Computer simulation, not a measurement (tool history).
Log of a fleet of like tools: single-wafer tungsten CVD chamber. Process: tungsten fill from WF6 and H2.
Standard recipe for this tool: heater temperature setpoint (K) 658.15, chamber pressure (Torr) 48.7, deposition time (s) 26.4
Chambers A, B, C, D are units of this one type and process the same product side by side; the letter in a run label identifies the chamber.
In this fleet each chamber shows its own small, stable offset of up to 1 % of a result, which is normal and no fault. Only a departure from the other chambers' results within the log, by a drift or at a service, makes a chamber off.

run	hour	heater temperature setpoint (K)	chamber pressure (Torr)	deposition time (s)	hours since the last thermocouple change	hours since the last manometer calibration	read-back reference wafer on the same gauge, thickness_nm	mean film thickness on the monitor wafer (nm)
1C	4.7	658.15	48.7	26.4	1916.7	853.4	81.235	70.955
2D	8.2	658.15	48.7	26.4	251.7	828.9	81.374	72.596
3B	14.3	658.15	48.7	26.4	411.4	2044.5	81.376	70.967
4A	17.1	658.15	48.7	26.4	277.6	1406.2	81.358	72.453
5A	22.9	658.15	48.7	26.4	283.4	1412.0	81.285	73.035
6B	27.9	650.15	37.5	26.4	425.0	2058.1	81.360	54.725
7D	31.6	650.15	37.5	26.4	275.1	852.3	81.276	54.972
8C	36.7	650.15	37.5	26.4	1948.7	885.4	81.342	53.994
9B	41.1	650.15	37.5	26.4	438.2	2071.3	81.364	54.159
10D	45.3	658.15	48.7	26.4	288.8	866.0	81.306	72.902
11C	49.3	658.15	48.7	22.4	1961.3	898.0	81.277	60.924
12A	52.4	658.15	48.7	22.4	312.9	1441.5	81.305	62.059
13B	57.9	658.15	48.7	22.4	455.0	2088.1	81.420	60.533
14D	60.8	658.15	48.7	22.4	304.3	881.5	81.216	61.202
15C	66.2	658.15	48.7	26.4	1978.2	914.9	81.261	71.055
16A	71.7	658.15	48.7	26.4	332.2	1460.8	81.361	72.651
17B	76.1	658.15	48.7	26.4	473.2	2106.3	81.340	72.136
18D	81.7	658.15	48.7	26.4	325.2	902.4	81.203	72.689
19A	85.4	658.15	48.7	26.4	345.9	1474.5	81.240	72.003
20C	88.1	658.15	48.7	26.4	2000.1	936.8	81.236	70.946
21A	94.3	651.15	48.7	30.7	354.8	1483.4	81.345	73.552
22D	98.8	651.15	48.7	30.7	342.3	919.5	81.361	72.396
23C	102.4	651.15	48.7	30.7	2014.4	951.1	81.256	72.364
24B	107.5	651.15	48.7	30.7	504.6	2137.7	81.242	71.808
25B	112.8	658.15	48.7	26.4	509.9	2143.0	81.300	71.820
26A	117.9	658.15	60.3	22.7	378.4	1507.0	81.419	68.941
# hour 120.8: chamber D: capacitance manometer re-zeroed and calibrated
27D	122.0	658.15	60.3	22.7	365.5	1.3	81.209	68.714
28C	126.0	658.15	60.3	22.7	2038.0	974.7	81.184	67.199

What goes on in this fleet: one chamber off, a drifting gauge, or nothing beyond the chambers' own small offsets? Name the chamber and the cause, if any.

The fleet is healthy, with each chamber sitting at its usual small offset and no drift in the gauge.
